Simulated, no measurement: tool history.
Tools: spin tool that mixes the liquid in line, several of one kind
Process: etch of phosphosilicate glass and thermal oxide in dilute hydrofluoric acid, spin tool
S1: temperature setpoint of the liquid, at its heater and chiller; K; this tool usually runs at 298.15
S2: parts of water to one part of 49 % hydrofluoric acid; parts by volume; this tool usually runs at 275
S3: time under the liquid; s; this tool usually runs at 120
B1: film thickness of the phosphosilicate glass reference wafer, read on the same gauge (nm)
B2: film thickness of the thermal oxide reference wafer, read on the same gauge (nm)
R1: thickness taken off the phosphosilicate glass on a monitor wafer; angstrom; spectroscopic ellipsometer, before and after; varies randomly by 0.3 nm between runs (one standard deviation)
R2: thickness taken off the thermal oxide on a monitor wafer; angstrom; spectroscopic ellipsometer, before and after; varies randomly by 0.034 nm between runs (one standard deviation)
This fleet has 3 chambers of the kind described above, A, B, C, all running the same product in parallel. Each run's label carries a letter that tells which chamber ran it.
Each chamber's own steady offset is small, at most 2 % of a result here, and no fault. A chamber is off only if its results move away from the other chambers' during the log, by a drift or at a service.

Run 1C, hour 4.3: usual settings; B1 50.014; B2 59.983. Result: R1 590.13 angstrom, R2 17.5500 angstrom.
Run 2A, hour 7.5: usual settings; B1 50.018; B2 59.989. Result: R1 594.38 angstrom, R2 17.9730 angstrom.
Run 3B, hour 11.5: usual settings; B1 49.999; B2 60.009. Result: R1 577.72 angstrom, R2 17.2510 angstrom.
Run 4A, hour 15.5: usual settings; B1 50.001; B2 59.984. Result: R1 587.73 angstrom, R2 17.5550 angstrom.
Run 5C, hour 20.0: usual settings; B1 50.002; B2 59.992. Result: R1 584.90 angstrom, R2 17.6560 angstrom.
Run 6B, hour 24.1: usual settings; B1 49.973; B2 60.001. Result: R1 580.11 angstrom, R2 17.6010 angstrom.
Run 7C, hour 26.8: usual settings; B1 50.020; B2 60.013. Result: R1 585.87 angstrom, R2 17.7450 angstrom.
Run 8A, hour 29.5: usual settings but S3 160 s; B1 49.997; B2 59.999. Result: R1 797.39 angstrom, R2 24.2830 angstrom.
Run 9B, hour 32.1: usual settings but S3 160 s; B1 50.023; B2 59.971. Result: R1 771.35 angstrom, R2 22.7160 angstrom.
Run 10A, hour 34.8: usual settings but S3 160 s; B1 49.991; B2 60.015. Result: R1 788.53 angstrom, R2 23.0420 angstrom.
Run 11B, hour 38.6: usual settings; B1 49.997; B2 59.997. Result: R1 579.79 angstrom, R2 17.7520 angstrom.
Run 12C, hour 42.1: usual settings but S2 330 parts by volume, S3 150 s; B1 49.974; B2 59.996. Result: R1 572.30 angstrom, R2 16.9720 angstrom.
Run 13B, hour 45.9: usual settings but S2 330 parts by volume, S3 150 s; B1 49.979; B2 60.004. Result: R1 581.37 angstrom, R2 16.9550 angstrom.
Run 14C, hour 50.2: usual settings but S2 330 parts by volume, S3 150 s; B1 49.983; B2 60.005. Result: R1 565.10 angstrom, R2 17.3970 angstrom.
Run 15A, hour 53.5: usual settings; B1 49.989; B2 60.016. Result: R1 592.63 angstrom, R2 17.3700 angstrom.
Run 16C, hour 55.8: usual settings; B1 49.987; B2 59.989. Result: R1 569.85 angstrom, R2 16.9870 angstrom.
Run 17B, hour 57.9: usual settings but S3 175 s; B1 50.016; B2 59.996. Result: R1 843.65 angstrom, R2 25.1470 angstrom.
Run 18A, hour 60.7: usual settings but S3 175 s; B1 50.018; B2 60.008. Result: R1 870.78 angstrom, R2 25.4810 angstrom.
Run 19C, hour 63.4: usual settings but S3 175 s; B1 49.994; B2 59.986. Result: R1 821.23 angstrom, R2 24.0610 angstrom.
Run 20B, hour 66.8: usual settings but S2 410 parts by volume, S3 65 s; B1 49.999; B2 60.002. Result: R1 187.07 angstrom, R2 5.5133 angstrom.
Run 21A, hour 69.4: usual settings but S2 410 parts by volume, S3 65 s; B1 50.017; B2 60.010. Result: R1 189.93 angstrom, R2 5.6474 angstrom.
Run 22B, hour 72.4: usual settings but S2 410 parts by volume, S3 65 s; B1 50.014; B2 60.022. Result: R1 186.63 angstrom, R2 5.4568 angstrom.

What goes on in this fleet: one chamber off, a drifting gauge, or nothing beyond the chambers' own small offsets? Name the chamber and the cause, if any.

One chamber, C, drifts off from the rest bit by bit.
Most likely cause: liquid colder than its thermometer reads (K) = 1.66.
It could be hard to tell apart here from: hydrofluoric acid flow below the setpoint (%).

Which of the 4 candidates below, each the usual settings with something changed and its results left as question marks, puts chamber C back in line with what the other chambers give on the usual settings?
A result is in line if it is within this distance of the other chambers' mean on the usual settings: R1 11.00 angstrom; R2 1.2000 angstrom
Run 23C-1, hour 75.6: usual settings but S2 280 parts by volume, S3 115 s. Result: R1 ?, R2 ?.
Run 23C-2, hour 75.6: usual settings but S2 270 parts by volume. Result: R1 ?, R2 ?.
Run 23C-3, hour 75.6: usual settings but S2 280 parts by volume. Result: R1 ?, R2 ?.
Run 23C-4, hour 75.6: usual settings but S2 270 parts by volume, S3 125 s. Result: R1 ?, R2 ?.

Average result of the remaining chambers running the usual settings: R1 587.95 angstrom; R2 17.5800 angstrom
  run      R1       R2
23C-1  517.66  15.6310
23C-2  565.32  17.0700
23C-3  540.17  16.3100
23C-4  588.87  17.7810
Change 23C-4 lands the chamber within the allowed miss of the other chambers.
